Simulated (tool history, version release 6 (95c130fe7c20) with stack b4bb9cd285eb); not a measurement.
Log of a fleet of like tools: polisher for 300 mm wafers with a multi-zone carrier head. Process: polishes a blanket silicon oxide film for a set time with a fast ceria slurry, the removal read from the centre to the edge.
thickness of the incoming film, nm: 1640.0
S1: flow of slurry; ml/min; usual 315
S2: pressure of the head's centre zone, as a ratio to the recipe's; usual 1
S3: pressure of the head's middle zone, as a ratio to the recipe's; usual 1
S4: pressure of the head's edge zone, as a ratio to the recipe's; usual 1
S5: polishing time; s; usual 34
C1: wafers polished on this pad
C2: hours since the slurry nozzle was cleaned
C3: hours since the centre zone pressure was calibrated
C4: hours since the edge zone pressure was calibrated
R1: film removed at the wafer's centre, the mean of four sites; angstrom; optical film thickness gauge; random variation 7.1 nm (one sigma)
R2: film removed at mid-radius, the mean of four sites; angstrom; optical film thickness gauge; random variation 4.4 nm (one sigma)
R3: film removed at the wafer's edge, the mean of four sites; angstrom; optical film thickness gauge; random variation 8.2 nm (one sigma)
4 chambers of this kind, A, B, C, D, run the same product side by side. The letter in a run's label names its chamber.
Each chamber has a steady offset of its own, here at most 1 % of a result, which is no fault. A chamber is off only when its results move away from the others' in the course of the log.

Run 1C, hour 6.3: usual settings; C1 1372; C2 551.3; C3 458; C4 47.6. Result: R1 6475.9 angstrom, R2 6466.1 angstrom, R3 6349.1 angstrom.
Run 2D, hour 12.8: usual settings; C1 836; C2 137.5; C3 523.6; C4 450.7. Result: R1 6403.3 angstrom, R2 6351.8 angstrom, R3 6399.9 angstrom.
At hour 14.7: chamber D: worn pad replaced by a new one.
Run 3A, hour 20.7: usual settings; C1 362; C2 393.1; C3 743.2; C4 1337.6. Result: R1 6587 angstrom, R2 6358.5 angstrom, R3 6326.8 angstrom.
At hour 22.5: chamber A: edge zone pressure recalibrated.
Run 4B, hour 27.2: usual settings; C1 565; C2 244.8; C3 161.3; C4 64.3. Result: R1 6516.3 angstrom, R2 6381.9 angstrom, R3 6452.3 angstrom.
At hour 32.3: chamber C: worn pad replaced by a new one.
Run 5D, hour 36.9: usual settings but S1 255 ml/min; C1 274; C2 161.6; C3 547.7; C4 474.8. Result: R1 6343.3 angstrom, R2 6404.2 angstrom, R3 6322.4 angstrom.
At hour 39.8: chamber B: worn pad replaced by a new one.
Run 6A, hour 44.6: usual settings but S1 255 ml/min; C1 656; C2 417; C3 767.1; C4 22.2. Result: R1 6324.1 angstrom, R2 6297 angstrom, R3 6289.1 angstrom.
At hour 45.6: chamber B: slurry nozzle cleaned.
At hour 46.8: chamber A: worn pad replaced by a new one.
Run 7C, hour 53.3: usual settings but S1 255 ml/min; C1 259; C2 598.3; C3 505; C4 94.6. Result: R1 6308.2 angstrom, R2 6332.5 angstrom, R3 6315.1 angstrom.
Run 8B, hour 58.2: usual settings but S1 255 ml/min; C1 227; C2 12.6; C3 192.3; C4 95.3. Result: R1 6339.7 angstrom, R2 6354.7 angstrom, R3 6399 angstrom.
Run 9A, hour 67: usual settings but S4 1.05; C1 248; C2 439.4; C3 789.5; C4 44.6. Result: R1 6515.4 angstrom, R2 6443.2 angstrom, R3 6604.3 angstrom.
Run 10C, hour 74.1: usual settings but S4 1.05; C1 514; C2 619.1; C3 525.8; C4 115.4. Result: R1 6547.2 angstrom, R2 6482.4 angstrom, R3 6585 angstrom.
At hour 78.7: chamber D: worn pad replaced by a new one.
Run 11D, hour 83.7: usual settings but S4 1.05; C1 62; C2 208.4; C3 594.5; C4 521.6. Result: R1 6365.3 angstrom, R2 6421.7 angstrom, R3 6537.4 angstrom.
Run 12B, hour 89.3: usual settings but S4 1.05; C1 609; C2 43.7; C3 223.4; C4 126.4. Result: R1 6356.6 angstrom, R2 6447.9 angstrom, R3 6557.2 angstrom.
At hour 94.5: chamber B: worn pad replaced by a new one.
Run 13A, hour 98: usual settings; C1 629; C2 470.4; C3 820.5; C4 75.6. Result: R1 6410 angstrom, R2 6461.1 angstrom, R3 6425.7 angstrom.
At hour 103.3: chamber A: worn pad replaced by a new one.
Run 14D, hour 107: usual settings but S5 45 s; C1 349; C2 231.7; C3 617.8; C4 544.9. Result: R1 8474 angstrom, R2 8493 angstrom, R3 8552.6 angstrom.
Run 15B, hour 115.3: usual settings but S5 45 s; C1 256; C2 69.7; C3 249.4; C4 152.4. Result: R1 8541.7 angstrom, R2 8498 angstrom, R3 8667.6 angstrom.
Run 16C, hour 121.6: usual settings but S5 45 s; C1 1098; C2 666.6; C3 573.3; C4 162.9. Result: R1 8580.9 angstrom, R2 8611.2 angstrom, R3 8475 angstrom.
At hour 127.7: chamber A: slurry nozzle cleaned.
Run 17D, hour 130.1: usual settings but S5 45 s; C1 633; C2 254.8; C3 640.9; C4 568. Result: R1 8428.3 angstrom, R2 8469.4 angstrom, R3 8255 angstrom.
Run 18C, hour 139.5: usual settings; C1 1318; C2 684.5; C3 591.2; C4 180.8. Result: R1 6448 angstrom, R2 6430.1 angstrom, R3 6235 angstrom.
At hour 142: chamber C: worn pad replaced by a new one.
At hour 146.1: chamber D: worn pad replaced by a new one.
Run 19A, hour 147.8: usual settings but S1 405 ml/min, S2 0.95; C1 547; C2 20.2; C3 870.3; C4 125.4. Result: R1 6295.4 angstrom, R2 6607.7 angstrom, R3 6466.8 angstrom.
At hour 148.3: chamber B: worn pad replaced by a new one.
Run 20B, hour 154.9: usual settings but S1 405 ml/min, S2 0.95; C1 81; C2 109.3; C3 289; C4 192. Result: R1 6273.8 angstrom, R2 6558.5 angstrom, R3 6587.6 angstrom.
At hour 160.9: chamber A: worn pad replaced by a new one.
At hour 162.7: chamber C: centre zone pressure recalibrated.
Run 21A, hour 165: usual settings but S1 405 ml/min, S2 0.95; C1 50; C2 37.4; C3 887.5; C4 142.6. Result: R1 6135 angstrom, R2 6655.6 angstrom, R3 6516.2 angstrom.
Run 22C, hour 173.7: usual settings but S1 405 ml/min, S2 0.95; C1 390; C2 718.7; C3 11; C4 215. Result: R1 6207.4 angstrom, R2 6633.3 angstrom, R3 6615.6 angstrom.
At hour 173.9: chamber A: centre zone pressure recalibrated.
Run 23D, hour 182.3: usual settings but S2 1.04, S5 23 s; C1 445; C2 307; C3 693.1; C4 620.2. Result: R1 4574.9 angstrom, R2 4311.5 angstrom, R3 4268.5 angstrom.
Run 24B, hour 191.7: usual settings but S2 1.04, S5 23 s; C1 533; C2 146.1; C3 325.8; C4 228.8. Result: R1 4585.8 angstrom, R2 4306 angstrom, R3 4426.1 angstrom.
Run 25D, hour 198.1: usual settings but S2 1.04, S5 23 s; C1 639; C2 322.8; C3 708.9; C4 636. Result: R1 4537.6 angstrom, R2 4378.4 angstrom, R3 4409.2 angstrom.
At hour 200.1: chamber B: worn pad replaced by a new one.
Run 26C, hour 205.1: usual settings but S2 1.04, S5 23 s; C1 776; C2 750.1; C3 42.4; C4 246.4. Result: R1 4488.7 angstrom, R2 4417.4 angstrom, R3 4343 angstrom.
Run 27A, hour 214.8: usual settings; C1 662; C2 87.2; C3 41; C4 192.4. Result: R1 6425.6 angstrom, R2 6368.7 angstrom, R3 6423.8 angstrom.
At hour 218.1: chamber D: worn pad replaced by a new one.
At hour 220.4: chamber A: worn pad replaced by a new one.
Run 28B, hour 221.5: usual settings but S2 0.92; C1 263; C2 175.9; C3 355.6; C4 258.6. Result: R1 6000.4 angstrom, R2 6472.1 angstrom, R3 6617.5 angstrom.
Run 29C, hour 227.2: usual settings but S2 0.92; C1 1048; C2 772.2; C3 64.5; C4 268.5. Result: R1 6022.4 angstrom, R2 6513.5 angstrom, R3 6405.4 angstrom.
Run 30A, hour 235.9: usual settings but S2 0.92; C1 191; C2 108.3; C3 62.1; C4 213.5. Result: R1 5864.8 angstrom, R2 6508.7 angstrom, R3 6452.9 angstrom.
Run 31D, hour 245.5: usual settings but S2 0.92; C1 337; C2 370.2; C3 756.3; C4 683.4. Result: R1 5848.8 angstrom, R2 6506.5 angstrom, R3 6567.2 angstrom.
Run 32B, hour 251.1: usual settings but S5 23 s; C1 627; C2 205.5; C3 385.2; C4 288.2. Result: R1 4453 angstrom, R2 4366.4 angstrom, R3 4422.5 angstrom.
Run 33B, hour 256.1: usual settings but S5 23 s; C1 688; C2 210.5; C3 390.2; C4 293.2. Result: R1 4454.6 angstrom, R2 4385.9 angstrom, R3 4526.4 angstrom.
Run 34A, hour 262.7: usual settings but S5 23 s; C1 520; C2 135.1; C3 88.9; C4 240.3. Result: R1 4358 angstrom, R2 4316.2 angstrom, R3 4347.7 angstrom.

Is one chamber off against the others, does the gauge drift, or is nothing wrong? If a chamber is off, say which, and what the likeliest cause is.

No chamber stands off beyond its own small offset, and the gauge holds steady.
